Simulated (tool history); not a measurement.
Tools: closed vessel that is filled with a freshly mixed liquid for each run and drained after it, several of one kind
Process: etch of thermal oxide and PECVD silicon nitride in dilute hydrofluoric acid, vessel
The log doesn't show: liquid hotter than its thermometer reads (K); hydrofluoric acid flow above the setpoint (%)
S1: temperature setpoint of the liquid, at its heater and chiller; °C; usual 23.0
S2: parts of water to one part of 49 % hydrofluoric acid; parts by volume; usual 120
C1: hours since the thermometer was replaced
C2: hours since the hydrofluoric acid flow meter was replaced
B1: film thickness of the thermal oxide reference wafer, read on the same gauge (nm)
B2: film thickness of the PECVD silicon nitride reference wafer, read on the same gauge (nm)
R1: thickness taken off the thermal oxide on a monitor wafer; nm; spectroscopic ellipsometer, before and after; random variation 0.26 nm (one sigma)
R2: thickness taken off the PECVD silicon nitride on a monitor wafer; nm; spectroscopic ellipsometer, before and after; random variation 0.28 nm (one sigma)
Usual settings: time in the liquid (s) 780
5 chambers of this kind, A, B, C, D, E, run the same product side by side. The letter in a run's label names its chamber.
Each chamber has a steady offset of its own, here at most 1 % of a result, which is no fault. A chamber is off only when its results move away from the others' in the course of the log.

{"run": "1A", "day": 0.429, "S1": 23.0, "S2": 120, "time in the liquid (s)": 780, "C1": 94.7, "C2": 590.0, "B1": 119.97, "B2": 80.016, "R1": 28.418, "R2": 28.866}
{"run": "2E", "day": 0.842, "S1": 23.0, "S2": 120, "time in the liquid (s)": 780, "C1": 1225.1, "C2": 689.0, "B1": 120.01, "B2": 79.971, "R1": 28.606, "R2": 28.563}
{"run": "3C", "day": 1.304, "S1": 23.0, "S2": 120, "time in the liquid (s)": 780, "C1": 3294.8, "C2": 1158.8, "B1": 119.98, "B2": 79.987, "R1": 28.495, "R2": 29.699}
{"run": "4B", "day": 1.871, "S1": 23.0, "S2": 120, "time in the liquid (s)": 780, "C1": 783.9, "C2": 245.2, "B1": 120.03, "B2": 79.974, "R1": 28.268, "R2": 29.037}
{"run": "5D", "day": 2.283, "S1": 23.0, "S2": 120, "time in the liquid (s)": 780, "C1": 78.9, "C2": 570.4, "B1": 120.01, "B2": 79.982, "R1": 28.308, "R2": 29.416}
{"run": "6D", "day": 2.704, "S1": 23.0, "S2": 120, "time in the liquid (s)": 780, "C1": 89.0, "C2": 580.5, "B1": 120.01, "B2": 79.991, "R1": 28.342, "R2": 29.029}
{"run": "7B", "day": 3.158, "S1": 23.0, "S2": 120, "time in the liquid (s)": 780, "C1": 814.8, "C2": 276.1, "B1": 120.05, "B2": 79.997, "R1": 28.051, "R2": 28.733}
{"day": 3.262, "done": "chamber C: thermometer replaced"}
{"run": "8A", "day": 3.667, "S1": 23.0, "S2": 120, "time in the liquid (s)": 780, "C1": 172.4, "C2": 667.7, "B1": 119.99, "B2": 80.022, "R1": 28.34, "R2": 28.951}
{"run": "9C", "day": 3.917, "S1": 23.0, "S2": 120, "time in the liquid (s)": 780, "C1": 15.7, "C2": 1221.5, "B1": 119.97, "B2": 80.01, "R1": 28.648, "R2": 28.844}
{"run": "10E", "day": 4.462, "S1": 23.0, "S2": 120, "time in the liquid (s)": 780, "C1": 1312.0, "C2": 775.9, "B1": 120.03, "B2": 79.997, "R1": 28.903, "R2": 29.063}
{"run": "11E", "day": 4.942, "S1": 23.0, "S2": 120, "time in the liquid (s)": 780, "C1": 1323.5, "C2": 787.4, "B1": 119.99, "B2": 79.982, "R1": 28.055, "R2": 28.817}
{"run": "12C", "day": 5.442, "S1": 23.0, "S2": 120, "time in the liquid (s)": 780, "C1": 52.3, "C2": 1258.1, "B1": 119.96, "B2": 80.014, "R1": 28.804, "R2": 29.371}
{"run": "13A", "day": 5.917, "S1": 23.0, "S2": 120, "time in the liquid (s)": 780, "C1": 226.4, "C2": 721.7, "B1": 120.0, "B2": 80.023, "R1": 29.027, "R2": 29.336}
{"run": "14B", "day": 6.246, "S1": 23.0, "S2": 120, "time in the liquid (s)": 780, "C1": 888.9, "C2": 350.2, "B1": 120.01, "B2": 80.001, "R1": 28.47, "R2": 29.001}
{"run": "15D", "day": 6.604, "S1": 23.0, "S2": 120, "time in the liquid (s)": 780, "C1": 182.6, "C2": 674.1, "B1": 119.98, "B2": 79.978, "R1": 28.339, "R2": 29.29}
{"run": "16A", "day": 6.854, "S1": 27.5, "S2": 120, "time in the liquid (s)": 1050, "C1": 248.9, "C2": 744.2, "B1": 119.97, "B2": 80.029, "R1": 47.634, "R2": 53.211}
{"day": 7.062, "done": "chamber B: thermometer replaced"}
{"run": "17B", "day": 7.296, "S1": 27.5, "S2": 120, "time in the liquid (s)": 1050, "C1": 5.6, "C2": 375.4, "B1": 120.03, "B2": 79.989, "R1": 45.428, "R2": 52.591}
{"run": "18D", "day": 7.554, "S1": 27.5, "S2": 120, "time in the liquid (s)": 1050, "C1": 205.4, "C2": 696.9, "B1": 119.99, "B2": 79.979, "R1": 45.433, "R2": 51.346}
{"run": "19C", "day": 7.954, "S1": 27.5, "S2": 120, "time in the liquid (s)": 1050, "C1": 112.6, "C2": 1318.4, "B1": 119.96, "B2": 80.016, "R1": 45.768, "R2": 51.106}
{"run": "20E", "day": 8.279, "S1": 27.5, "S2": 120, "time in the liquid (s)": 1050, "C1": 1403.6, "C2": 867.5, "B1": 120.01, "B2": 80.01, "R1": 45.95, "R2": 52.243}
{"run": "21C", "day": 8.767, "S1": 23.0, "S2": 120, "time in the liquid (s)": 780, "C1": 132.1, "C2": 1337.9, "B1": 120.01, "B2": 80.005, "R1": 28.26, "R2": 29.434}
{"run": "22E", "day": 9.1, "S1": 23.0, "S2": 120, "time in the liquid (s)": 780, "C1": 1423.3, "C2": 887.2, "B1": 120.07, "B2": 80.009, "R1": 28.161, "R2": 28.387}
{"run": "23A", "day": 9.579, "S1": 23.0, "S2": 120, "time in the liquid (s)": 780, "C1": 314.3, "C2": 809.6, "B1": 120.01, "B2": 80.032, "R1": 29.316, "R2": 30.155}
{"run": "24B", "day": 9.904, "S1": 23.0, "S2": 120, "time in the liquid (s)": 780, "C1": 68.2, "C2": 438.0, "B1": 119.98, "B2": 79.996, "R1": 28.461, "R2": 29.399}
{"run": "25D", "day": 10.225, "S1": 25.0, "S2": 120, "time in the liquid (s)": 425, "C1": 269.5, "C2": 761.0, "B1": 120.05, "B2": 79.981, "R1": 16.45, "R2": 18.098}
{"run": "26A", "day": 10.75, "S1": 25.0, "S2": 120, "time in the liquid (s)": 425, "C1": 342.4, "C2": 837.7, "B1": 119.97, "B2": 79.99, "R1": 18.009, "R2": 18.963}
{"run": "27D", "day": 11.017, "S1": 25.0, "S2": 120, "time in the liquid (s)": 425, "C1": 288.5, "C2": 780.0, "B1": 119.98, "B2": 80.008, "R1": 16.569, "R2": 18.145}
{"run": "28C", "day": 11.312, "S1": 25.0, "S2": 120, "time in the liquid (s)": 425, "C1": 193.2, "C2": 1399.0, "B1": 120.05, "B2": 80.003, "R1": 16.795, "R2": 17.979}
{"run": "29E", "day": 11.717, "S1": 25.0, "S2": 120, "time in the liquid (s)": 425, "C1": 1486.1, "C2": 950.0, "B1": 120.02, "B2": 80.015, "R1": 16.259, "R2": 17.919}
{"run": "30B", "day": 12.204, "S1": 23.0, "S2": 120, "time in the liquid (s)": 780, "C1": 123.4, "C2": 493.2, "B1": 119.99, "B2": 80.0, "R1": 28.399, "R2": 28.866}
{"run": "31C", "day": 12.592, "S1": 23.0, "S2": 120, "time in the liquid (s)": 780, "C1": 223.9, "C2": 1429.7, "B1": 120.0, "B2": 80.0, "R1": 28.4, "R2": 28.683}
{"run": "32B", "day": 13.121, "S1": 23.0, "S2": 120, "time in the liquid (s)": 780, "C1": 145.4, "C2": 515.2, "B1": 120.01, "B2": 80.011, "R1": 28.21, "R2": 29.388}
{"run": "33D", "day": 13.533, "S1": 23.0, "S2": 120, "time in the liquid (s)": 780, "C1": 348.9, "C2": 840.4, "B1": 119.98, "B2": 80.003, "R1": 28.758, "R2": 28.793}
{"run": "34E", "day": 13.892, "S1": 23.0, "S2": 150, "time in the liquid (s)": 955, "C1": 1538.3, "C2": 1002.2, "B1": 120.02, "B2": 79.995, "R1": 27.167, "R2": 28.662}
{"run": "35A", "day": 14.433, "S1": 23.0, "S2": 150, "time in the liquid (s)": 955, "C1": 430.8, "C2": 926.1, "B1": 120.0, "B2": 79.996, "R1": 29.407, "R2": 31.138}
{"day": 14.467, "done": "chamber D: hydrofluoric acid flow meter replaced"}
{"run": "36E", "day": 14.838, "S1": 23.0, "S2": 150, "time in the liquid (s)": 955, "C1": 1561.0, "C2": 1024.9, "B1": 120.01, "B2": 79.981, "R1": 27.208, "R2": 28.49}
{"run": "37D", "day": 15.204, "S1": 23.0, "S2": 150, "time in the liquid (s)": 955, "C1": 389.0, "C2": 17.8, "B1": 120.01, "B2": 80.021, "R1": 26.755, "R2": 28.806}
{"run": "38A", "day": 15.596, "S1": 23.0, "S2": 150, "time in the liquid (s)": 955, "C1": 458.7, "C2": 954.0, "B1": 120.02, "B2": 80.001, "R1": 30.569, "R2": 30.868}
{"run": "39B", "day": 16.129, "S1": 26.5, "S2": 120, "time in the liquid (s)": 780, "C1": 217.6, "C2": 587.4, "B1": 119.96, "B2": 80.002, "R1": 32.695, "R2": 36.062}
{"run": "40C", "day": 16.408, "S1": 26.5, "S2": 120, "time in the liquid (s)": 780, "C1": 315.5, "C2": 1521.3, "B1": 119.98, "B2": 79.988, "R1": 32.89, "R2": 36.085}

All 5 chambers run these settings next. Forecast each chamber's results:
{"run": "41A", "day": 16.817, "S1": 27.5, "S2": 120, "time in the liquid (s)": 780, "R1": "?", "R2": "?"}
{"run": "41B", "day": 16.817, "S1": 27.5, "S2": 120, "time in the liquid (s)": 780, "R1": "?", "R2": "?"}
{"run": "41C", "day": 16.817, "S1": 27.5, "S2": 120, "time in the liquid (s)": 780, "R1": "?", "R2": "?"}
{"run": "41D", "day": 16.817, "S1": 27.5, "S2": 120, "time in the liquid (s)": 780, "R1": "?", "R2": "?"}
{"run": "41E", "day": 16.817, "S1": 27.5, "S2": 120, "time in the liquid (s)": 780, "R1": "?", "R2": "?"}

run=41A R1=37.895 R2=42.904
run=41B R1=33.900 R2=38.880
run=41C R1=33.661 R2=38.402
run=41D R1=33.749 R2=38.811
run=41E R1=33.322 R2=38.992
